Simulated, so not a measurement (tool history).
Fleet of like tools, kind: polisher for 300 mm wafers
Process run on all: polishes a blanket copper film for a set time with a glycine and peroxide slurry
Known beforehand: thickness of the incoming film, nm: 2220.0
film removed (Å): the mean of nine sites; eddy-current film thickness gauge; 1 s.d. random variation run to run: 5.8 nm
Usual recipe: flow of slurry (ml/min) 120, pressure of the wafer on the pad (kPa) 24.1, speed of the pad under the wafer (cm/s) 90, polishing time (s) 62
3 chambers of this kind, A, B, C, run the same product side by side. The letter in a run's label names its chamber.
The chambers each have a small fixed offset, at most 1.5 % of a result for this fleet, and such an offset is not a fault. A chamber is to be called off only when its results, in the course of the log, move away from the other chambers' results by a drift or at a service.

| run | hour | flow of slurry (ml/min) | pressure of the wafer on the pad (kPa) | speed of the pad under the wafer (cm/s) | polishing time (s) | film removed (Å) |
|---|---|---|---|---|---|---|
|  | 2.6 | chamber C: worn pad replaced by a new one |
| 1C | 3.4 | 120 | 24.1 | 90 | 62 | 4159.4 |
| 2B | 7.7 | 120 | 24.1 | 90 | 62 | 4273.1 |
| 3A | 13.6 | 120 | 24.1 | 90 | 62 | 4122.8 |
|  | 16.5 | chamber B: worn pad replaced by a new one |
| 4A | 17.4 | 120 | 24.1 | 90 | 62 | 4053.6 |
| 5B | 22.5 | 120 | 24.1 | 90 | 62 | 4201.5 |
| 6C | 27.1 | 120 | 24.1 | 90 | 62 | 4206.2 |
| 7A | 30.9 | 120 | 24.1 | 90 | 62 | 4144.0 |
| 8C | 37.5 | 120 | 24.1 | 90 | 62 | 4118.7 |
|  | 42.1 | chamber A: worn pad replaced by a new one |
| 9B | 42.4 | 120 | 24.1 | 110 | 62 | 4987.3 |
| 10C | 45.5 | 120 | 24.1 | 110 | 62 | 4800.2 |
| 11A | 52.3 | 120 | 24.1 | 110 | 62 | 4983.2 |
| 12B | 57.2 | 120 | 24.1 | 90 | 62 | 4262.4 |
| 13C | 62.1 | 120 | 24.1 | 90 | 62 | 4026.7 |
| 14A | 67.8 | 120 | 24.1 | 90 | 62 | 4072.4 |
| 15B | 73.6 | 120 | 24.1 | 90 | 62 | 4166.5 |
| 16B | 78.7 | 120 | 24.1 | 90 | 55 | 3746.7 |
| 17C | 84.9 | 120 | 24.1 | 90 | 55 | 3668.0 |
|  | 87.6 | chamber A: slurry nozzle cleaned |
| 18A | 90.7 | 120 | 24.1 | 90 | 55 | 3705.9 |
|  | 92.1 | chamber A: worn pad replaced by a new one |
| 19C | 94.4 | 120 | 24.1 | 90 | 62 | 4219.3 |
|  | 94.5 | chamber C: worn pad replaced by a new one |
| 20B | 100.9 | 120 | 24.1 | 90 | 62 | 4178.4 |
| 21A | 107.1 | 120 | 24.1 | 90 | 62 | 4135.1 |
| 22A | 111.6 | 120 | 24.1 | 90 | 62 | 4164.1 |
|  | 114.6 | chamber B: worn pad replaced by a new one |
| 23B | 118.2 | 120 | 24.1 | 90 | 62 | 4165.3 |
| 24C | 124.0 | 135 | 24.1 | 118 | 62 | 5331.2 |
| 25B | 130.6 | 135 | 24.1 | 118 | 62 | 5374.6 |
| 26C | 134.4 | 135 | 24.1 | 118 | 62 | 5278.3 |
|  | 137.5 | chamber A: worn pad replaced by a new one |
|  | 139.2 | chamber A: head pressure recalibrated |
| 27A | 140.4 | 120 | 24.1 | 90 | 62 | 4088.5 |
|  | 142.6 | chamber C: head pressure recalibrated |
| 28C | 144.3 | 120 | 24.1 | 90 | 62 | 4127.3 |
| 29A | 150.5 | 120 | 24.1 | 90 | 62 | 4120.8 |
| 30B | 154.5 | 120 | 24.1 | 90 | 62 | 4221.5 |

Next, all 3 chambers run the settings below, one line each with question marks for the results. What does each chamber give?
| 31A | 159.4 | 120 | 24.1 | 90 | 62 | ? |
| 31B | 159.4 | 120 | 24.1 | 90 | 62 | ? |
| 31C | 159.4 | 120 | 24.1 | 90 | 62 | ? |

| run | film removed (Å) |
|---|---|
| 31A | 4115.2 |
| 31B | 4218.8 |
| 31C | 4174.9 |
